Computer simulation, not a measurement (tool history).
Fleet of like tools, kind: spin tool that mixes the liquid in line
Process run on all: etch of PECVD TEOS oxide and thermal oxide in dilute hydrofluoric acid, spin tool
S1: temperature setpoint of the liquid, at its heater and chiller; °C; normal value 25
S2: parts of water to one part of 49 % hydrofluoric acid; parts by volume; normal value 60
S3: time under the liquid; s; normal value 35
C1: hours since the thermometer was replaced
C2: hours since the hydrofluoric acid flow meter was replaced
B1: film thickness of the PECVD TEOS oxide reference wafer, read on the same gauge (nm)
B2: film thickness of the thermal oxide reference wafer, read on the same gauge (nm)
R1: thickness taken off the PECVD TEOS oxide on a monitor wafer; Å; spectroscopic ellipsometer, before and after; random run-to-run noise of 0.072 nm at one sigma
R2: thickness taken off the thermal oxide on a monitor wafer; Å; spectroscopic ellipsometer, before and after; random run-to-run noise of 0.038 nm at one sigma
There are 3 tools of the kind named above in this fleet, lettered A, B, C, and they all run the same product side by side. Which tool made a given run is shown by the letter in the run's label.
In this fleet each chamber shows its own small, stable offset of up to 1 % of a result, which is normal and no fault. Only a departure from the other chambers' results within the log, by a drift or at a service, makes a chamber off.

Run 1A, hour 11.9: usual settings; C1 2097.2; C2 209.9; B1 90.02; B2 49.986. Result: R1 125.57 Å, R2 29.853 Å.
Run 2B, hour 25.2: usual settings; C1 86; C2 38.3; B1 90; B2 50.012. Result: R1 127.13 Å, R2 29.846 Å.
Run 3C, hour 32.4: usual settings; C1 531.9; C2 536.2; B1 90.009; B2 49.984. Result: R1 126.31 Å, R2 29.6 Å.
Run 4B, hour 47.4: usual settings; C1 108.2; C2 60.5; B1 90.009; B2 50.042. Result: R1 127.42 Å, R2 28.992 Å.
Run 5A, hour 57.9: usual settings; C1 2143.2; C2 255.9; B1 90.019; B2 49.993. Result: R1 125.26 Å, R2 30.099 Å.
Run 6C, hour 65.6: usual settings; C1 565.1; C2 569.4; B1 90.035; B2 49.999. Result: R1 127.16 Å, R2 29.515 Å.
Run 7A, hour 76.9: usual settings; C1 2162.2; C2 274.9; B1 89.973; B2 50.033. Result: R1 126.7 Å, R2 30.167 Å.
Run 8B, hour 85.8: usual settings; C1 146.6; C2 98.9; B1 89.984; B2 49.999. Result: R1 126.4 Å, R2 29.868 Å.
Run 9C, hour 96.6: usual settings but S1 26.5 °C, S3 25 s; C1 596.1; C2 600.4; B1 90.002; B2 49.981. Result: R1 95.46 Å, R2 22.413 Å.
Run 10A, hour 108.3: usual settings but S1 26.5 °C, S3 25 s; C1 2193.6; C2 306.3; B1 89.996; B2 49.979. Result: R1 94.615 Å, R2 22.621 Å.
Run 11B, hour 120.5: usual settings but S1 26.5 °C, S3 25 s; C1 181.3; C2 133.6; B1 89.99; B2 50.042. Result: R1 96.503 Å, R2 22.882 Å.
Run 12C, hour 127.5: usual settings but S1 29.5 °C; C1 627; C2 631.3; B1 89.999; B2 50.024. Result: R1 150.93 Å, R2 35.846 Å.
Run 13B, hour 138.9: usual settings but S1 29.5 °C; C1 199.7; C2 152; B1 90.003; B2 50.012. Result: R1 152.93 Å, R2 34.826 Å.
Run 14A, hour 146.6: usual settings but S1 29.5 °C; C1 2231.9; C2 344.6; B1 90.008; B2 50.01. Result: R1 150.53 Å, R2 35.686 Å.
Run 15C, hour 160.1: usual settings; C1 659.6; C2 663.9; B1 89.975; B2 50.005. Result: R1 128.29 Å, R2 29.79 Å.
Run 16B, hour 173.5: usual settings; C1 234.3; C2 186.6; B1 89.991; B2 50.026. Result: R1 127.59 Å, R2 29.811 Å.
Run 17A, hour 181.3: usual settings; C1 2266.6; C2 379.3; B1 89.986; B2 49.96. Result: R1 125.16 Å, R2 29.902 Å.
At hour 187.7: chamber A: thermometer replaced.
Run 18C, hour 193.2: usual settings but S2 75 parts by volume, S3 20 s; C1 692.7; C2 697; B1 89.973; B2 50.019. Result: R1 57.034 Å, R2 13.183 Å.
Run 19B, hour 208.2: usual settings but S2 75 parts by volume, S3 20 s; C1 269; C2 221.3; B1 89.991; B2 49.982. Result: R1 57.356 Å, R2 13.457 Å.
Run 20A, hour 215.6: usual settings but S2 75 parts by volume, S3 20 s; C1 27.9; C2 413.6; B1 90.004; B2 50. Result: R1 56.542 Å, R2 13.337 Å.
Run 21C, hour 230.3: usual settings; C1 729.8; C2 734.1; B1 89.997; B2 49.988. Result: R1 126.76 Å, R2 29.566 Å.
Run 22C, hour 242.2: usual settings; C1 741.7; C2 746; B1 89.992; B2 50.033. Result: R1 126.32 Å, R2 29.759 Å.
At hour 255.8: chamber A: hydrofluoric acid flow meter replaced.
Run 23B, hour 256.5: usual settings; C1 317.3; C2 269.6; B1 89.983; B2 50.036. Result: R1 128.24 Å, R2 29.954 Å.
Run 24A, hour 270.6: usual settings; C1 82.9; C2 14.9; B1 89.984; B2 50.023. Result: R1 126.21 Å, R2 30.253 Å.
Run 25C, hour 285.5: usual settings; C1 785; C2 789.3; B1 90.031; B2 50.004. Result: R1 125.98 Å, R2 29.353 Å.
Run 26A, hour 300.5: usual settings; C1 112.8; C2 44.8; B1 89.975; B2 50.005. Result: R1 125.04 Å, R2 29.145 Å.
Run 27B, hour 314.8: usual settings; C1 375.6; C2 327.9; B1 90.04; B2 50.055. Result: R1 127.98 Å, R2 29.919 Å.
Run 28B, hour 329: usual settings but S3 50 s; C1 389.8; C2 342.1; B1 90.006; B2 50.019. Result: R1 182.26 Å, R2 41.611 Å.
Run 29C, hour 343: usual settings but S3 50 s; C1 842.5; C2 846.8; B1 90.046; B2 50.008. Result: R1 182.83 Å, R2 42.434 Å.
Run 30A, hour 355.2: usual settings but S3 50 s; C1 167.5; C2 99.5; B1 90.007; B2 49.992. Result: R1 178.77 Å, R2 43.071 Å.
Run 31A, hour 362.9: usual settings; C1 175.2; C2 107.2; B1 90.012; B2 49.958. Result: R1 126.34 Å, R2 29.104 Å.
Run 32B, hour 371.7: usual settings; C1 432.5; C2 384.8; B1 89.992; B2 50.018. Result: R1 127.93 Å, R2 29.956 Å.
Run 33C, hour 382.1: usual settings but S3 15 s; C1 881.6; C2 885.9; B1 90.004; B2 49.975. Result: R1 53.787 Å, R2 12.795 Å.
Run 34A, hour 395.8: usual settings but S3 15 s; C1 208.1; C2 140.1; B1 90.023; B2 49.99. Result: R1 53.635 Å, R2 12.71 Å.
Run 35C, hour 409.2: usual settings but S3 15 s; C1 908.7; C2 913; B1 89.995; B2 50.013. Result: R1 54.758 Å, R2 12.907 Å.

Does one chamber stand apart from the rest, does the shared gauge drift, or is all well apart from small per-chamber offsets? Give the chamber and the most likely cause, where there is one.

Neither any chamber nor the gauge drifts; the chambers differ only by their own small, steady offsets.

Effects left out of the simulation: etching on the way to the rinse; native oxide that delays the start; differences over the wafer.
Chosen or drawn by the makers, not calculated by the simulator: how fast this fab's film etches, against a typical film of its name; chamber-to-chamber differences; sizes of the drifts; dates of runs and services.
